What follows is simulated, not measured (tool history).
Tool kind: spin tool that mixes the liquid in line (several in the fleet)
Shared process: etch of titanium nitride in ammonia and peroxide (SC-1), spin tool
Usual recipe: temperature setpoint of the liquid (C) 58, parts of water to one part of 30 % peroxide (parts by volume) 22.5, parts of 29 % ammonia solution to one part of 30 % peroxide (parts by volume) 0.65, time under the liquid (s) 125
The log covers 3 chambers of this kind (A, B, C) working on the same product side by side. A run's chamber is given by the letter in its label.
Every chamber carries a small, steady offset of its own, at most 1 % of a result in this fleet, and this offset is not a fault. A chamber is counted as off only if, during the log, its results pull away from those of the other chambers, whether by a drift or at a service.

run,day,temperature setpoint of the liquid (C),parts of water to one part of 30 % peroxide (parts by volume),parts of 29 % ammonia solution to one part of 30 % peroxide (parts by volume),time under the liquid (s),"read-back film thickness of the titanium nitride reference wafer, read on the same gauge (nm)",thickness taken off the titanium nitride on a monitor wafer (angstrom)
1A,0.446,58,22.5,0.65,125,109.98,64.927
2C,0.812,58,22.5,0.65,125,110.02,63.840
3B,1.192,58,22.5,0.65,125,109.97,64.079
4C,1.700,58,22.5,0.65,125,109.98,64.318
5B,2.079,58,22.5,0.65,125,110.03,64.138
6A,2.621,58,22.5,0.50,125,110.00,60.221
# day 2.896: chamber A: new drum of ammonia solution connected
7C,3.129,58,22.5,0.50,125,110.02,61.736
8A,3.425,58,22.5,0.50,125,110.06,58.714
9B,3.854,58,22.5,0.65,125,110.02,64.397
10C,4.262,63,12.5,0.65,125,110.01,123.810
11A,4.667,63,12.5,0.65,125,109.99,119.410
12B,5.050,63,12.5,0.65,125,110.01,122.580
13A,5.362,58,22.5,0.65,125,109.97,61.308
14C,5.775,58,22.5,0.65,125,110.02,64.717
# day 5.988: chamber B: new drum of ammonia solution connected
15B,6.058,58,22.5,0.65,125,110.00,63.709
16A,6.400,58,22.5,0.65,125,110.02,61.305
17C,6.683,58,22.5,0.65,125,110.02,64.105
18B,7.092,58,22.5,0.65,125,110.02,63.914
19C,7.525,58,22.5,0.65,125,110.01,64.448
20B,7.867,58,22.5,0.65,125,109.97,63.349
21A,8.117,58,22.5,0.65,125,109.99,60.257
22A,8.629,58,22.5,0.65,125,109.98,58.744
23B,8.950,58,22.5,0.65,125,109.99,63.253
24C,9.392,58,22.5,0.65,125,110.01,64.706
25C,9.850,58,22.5,0.65,125,110.01,64.699
26A,10.238,58,22.5,0.65,125,110.03,58.571

Is one chamber off against the others, does the gauge drift, or is nothing wrong? If a chamber is off, say which, and what the likeliest cause is.

One chamber, A, drifts off from the rest bit by bit.
What lies behind it: liquid colder than its thermometer reads (K) = 1.44.
It could be hard to tell apart here from: temperature lost on the way to the wafer (K).

Below are 4 candidate recipes for chamber A's next run, each the usual settings with a change, their results shown as question marks. Which of them brings A's results back in line with what the other chambers give on the usual settings?
A result is in line if it is within this distance of the other chambers' mean on the usual settings: thickness taken off the titanium nitride on a monitor wafer (angstrom) 1.900
27A-1,10.638,58.5,22.5,0.65,125,,?
27A-2,10.638,58.0,23.5,0.65,125,,?
27A-3,10.638,58.0,22.5,0.65,115,,?
27A-4,10.638,58.0,22.0,0.65,135,,?

On the usual settings, the other chambers give on average: thickness taken off the titanium nitride on a monitor wafer (angstrom) 64.410
run,thickness taken off the titanium nitride on a monitor wafer (angstrom)
27A-1,60.764
27A-2,57.340
27A-3,54.066
27A-4,64.279
The right change is 27A-4: it brings the chamber back within the allowed miss of the others.
